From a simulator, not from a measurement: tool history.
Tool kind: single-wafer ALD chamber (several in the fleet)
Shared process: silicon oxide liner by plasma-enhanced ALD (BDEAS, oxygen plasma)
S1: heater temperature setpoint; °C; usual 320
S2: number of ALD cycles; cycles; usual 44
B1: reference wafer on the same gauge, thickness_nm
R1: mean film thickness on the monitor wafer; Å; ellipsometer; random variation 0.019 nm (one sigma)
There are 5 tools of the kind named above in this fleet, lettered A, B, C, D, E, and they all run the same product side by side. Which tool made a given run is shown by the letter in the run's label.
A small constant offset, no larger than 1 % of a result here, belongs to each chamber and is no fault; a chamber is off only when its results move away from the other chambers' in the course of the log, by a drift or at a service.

Run 1C, hour 4.4: usual settings; B1 4.2595. Result: R1 40.127 Å.
Run 2B, hour 11.7: usual settings; B1 4.2652. Result: R1 40.186 Å.
Run 3A, hour 16.1: usual settings; B1 4.2564. Result: R1 39.837 Å.
Run 4D, hour 20.8: usual settings; B1 4.2638. Result: R1 39.84 Å.
Run 5E, hour 25: usual settings; B1 4.2606. Result: R1 40.295 Å.
Run 6A, hour 30.4: usual settings; B1 4.2594. Result: R1 40.284 Å.
Run 7C, hour 33.9: usual settings; B1 4.255. Result: R1 40.004 Å.
Run 8B, hour 38.6: usual settings; B1 4.2656. Result: R1 39.736 Å.
Run 9E, hour 43.8: usual settings; B1 4.2649. Result: R1 40.018 Å.
Run 10D, hour 47.4: usual settings but S1 314 °C; B1 4.2586. Result: R1 40.316 Å.
Run 11E, hour 53.8: usual settings but S1 314 °C; B1 4.2617. Result: R1 40.587 Å.
Run 12A, hour 58.1: usual settings but S1 314 °C; B1 4.2602. Result: R1 40.344 Å.
Run 13C, hour 64.6: usual settings but S1 314 °C; B1 4.2649. Result: R1 40.482 Å.
Run 14D, hour 71.4: usual settings but S1 314 °C; B1 4.2574. Result: R1 39.958 Å.
Run 15B, hour 74.7: usual settings; B1 4.2559. Result: R1 39.652 Å.
Run 16D, hour 81.2: usual settings; B1 4.254. Result: R1 39.812 Å.
Run 17C, hour 87.6: usual settings; B1 4.2582. Result: R1 39.899 Å.
Run 18E, hour 93.2: usual settings; B1 4.2608. Result: R1 39.799 Å.
Run 19A, hour 96.6: usual settings; B1 4.2602. Result: R1 40.095 Å.
Run 20B, hour 100.9: usual settings; B1 4.2627. Result: R1 40.004 Å.
Run 21E, hour 104.8: usual settings; B1 4.2583. Result: R1 39.627 Å.
Run 22A, hour 110.8: usual settings; B1 4.2568. Result: R1 40.069 Å.
Run 23D, hour 116.9: usual settings; B1 4.2642. Result: R1 39.529 Å.
Run 24B, hour 122.6: usual settings; B1 4.263. Result: R1 39.915 Å.
Run 25C, hour 128.1: usual settings; B1 4.2625. Result: R1 39.536 Å.
Run 26A, hour 133.1: usual settings; B1 4.2564. Result: R1 40.366 Å.
At hour 139: chamber C: thermocouple changed; heater temperature recalibrated.
Run 27B, hour 139: usual settings; B1 4.2625. Result: R1 40.271 Å.
Run 28E, hour 144.9: usual settings; B1 4.2636. Result: R1 40.137 Å.
Run 29C, hour 151.6: usual settings; B1 4.2571. Result: R1 39.905 Å.
Run 30D, hour 156.7: usual settings; B1 4.257. Result: R1 40.137 Å.

Each of the 5 chambers runs these same settings next. Fill in every chamber's results:
Run 31A, hour 162: usual settings. Result: R1 ?.
Run 31B, hour 162: usual settings. Result: R1 ?.
Run 31C, hour 162: usual settings. Result: R1 ?.
Run 31D, hour 162: usual settings. Result: R1 ?.
Run 31E, hour 162: usual settings. Result: R1 ?.

run      R1
31A  40.001
31B  39.778
31C  39.601
31D   39.87
31E  40.245

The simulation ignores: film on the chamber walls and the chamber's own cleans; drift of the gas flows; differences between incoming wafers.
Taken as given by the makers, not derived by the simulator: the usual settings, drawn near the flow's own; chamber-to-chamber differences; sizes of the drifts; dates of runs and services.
